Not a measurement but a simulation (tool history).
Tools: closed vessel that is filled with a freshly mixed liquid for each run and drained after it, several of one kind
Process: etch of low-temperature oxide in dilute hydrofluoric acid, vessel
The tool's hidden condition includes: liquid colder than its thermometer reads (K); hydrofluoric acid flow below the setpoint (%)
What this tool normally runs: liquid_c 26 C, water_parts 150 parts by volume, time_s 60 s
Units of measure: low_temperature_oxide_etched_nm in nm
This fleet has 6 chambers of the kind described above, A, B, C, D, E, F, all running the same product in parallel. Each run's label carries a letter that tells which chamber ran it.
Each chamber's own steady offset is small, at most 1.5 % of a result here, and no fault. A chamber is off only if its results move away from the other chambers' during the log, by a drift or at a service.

run	hour	liquid_c	water_parts	time_s	hours since the thermometer was replaced	hours since the hydrofluoric acid flow meter was replaced	read-back film thickness of the low-temperature oxide reference wafer, read on the same gauge (nm)	low_temperature_oxide_etched_nm
1A	8.5	26	150	60	25.2	60.9	150	9.6564
2D	18.5	26	150	60	685.9	495.5	150	9.6578
3C	26.3	26	150	60	461	1425.2	149.98	9.4422
4E	31.9	26	150	60	360.6	386.4	150.03	9.5492
5F	41.9	26	150	60	249.3	79.2	150.01	9.4892
6B	48.4	26	150	60	389.5	2461.7	150	9.4162
7B	55	26	150	60	396.1	2468.3	149.98	9.4204
8E	61.5	26	150	60	390.2	416	150.01	9.6184
9D	68.6	26	150	60	736	545.6	149.99	9.5939
10A	77.5	26	150	60	94.2	129.9	149.97	9.6228
11C	83.7	26	150	60	518.4	1482.6	150.01	9.3165
12F	93.5	26	190	60	300.9	130.8	149.99	7.0151
13E	100.1	26	190	60	428.8	454.6	150.01	7.367
14B	109	26	190	60	450.1	2522.3	150.02	7.2792
# hour 109.2: chamber B: hydrofluoric acid flow meter replaced
15F	119.6	26	190	60	327	156.9	149.98	6.9753
16C	127.2	26	190	60	561.9	1526.1	149.99	6.9575
17A	133.6	26	190	60	150.3	186	150	7.2006
18D	144	26	150	60	811.4	621	150.01	9.4826
19B	149.6	26	150	60	490.7	40.4	149.99	9.4281
20C	159.9	26	150	60	594.6	1558.8	150.01	9.4636
21A	169.4	26	175	80	186.1	221.8	150	10.655
22F	179.6	26	175	80	387	216.9	149.99	10.044
23E	188	26	175	80	516.7	542.5	150	10.703
24D	197.5	26	175	80	864.9	674.5	150	10.602
25C	205	26	175	80	639.7	1603.9	150	10.384
26A	211.3	26	175	80	228	263.7	150.01	10.627
27F	221.5	26	150	60	428.9	258.8	149.97	8.9309
28B	229	26	150	60	570.1	119.8	150	9.5058
29D	236.4	26	195	60	903.8	713.4	150.01	6.8331
# hour 239.6: chamber C: hydrofluoric acid flow meter replaced
30E	244.2	26	195	60	572.9	598.7	150.01	7.0634
31C	251	26	195	60	685.7	11.4	150.02	6.9434
32B	261	26	195	60	602.1	151.8	150.01	6.912
33A	268.6	26	195	60	285.3	321	150	7.0417
34D	275.3	26	195	60	942.7	752.3	150.01	7.1331
35F	282.8	26	150	60	490.2	320.1	150	8.8295
36E	288.4	26	95	60	617.1	642.9	150	16.436
37A	298	26	95	60	314.7	350.4	150	16.761
38C	303.2	26	95	60	737.9	63.6	150.03	16.121
39F	311.5	26	95	60	518.9	348.8	150.01	14.715
40E	316.4	26	95	60	645.1	670.9	150	16.324
# hour 318: chamber D: thermometer replaced
41D	321.6	26	95	60	3.7	798.6	150.01	15.957

Next, every chamber runs the same settings. What will each give?
42A	329.6	26	205	60				?
42B	329.6	26	205	60				?
42C	329.6	26	205	60				?
42D	329.6	26	205	60				?
42E	329.6	26	205	60				?
42F	329.6	26	205	60				?

run	low_temperature_oxide_etched_nm
42A	6.6479
42B	6.4595
42C	6.4563
42D	6.5865
42E	6.677
42F	6.0907

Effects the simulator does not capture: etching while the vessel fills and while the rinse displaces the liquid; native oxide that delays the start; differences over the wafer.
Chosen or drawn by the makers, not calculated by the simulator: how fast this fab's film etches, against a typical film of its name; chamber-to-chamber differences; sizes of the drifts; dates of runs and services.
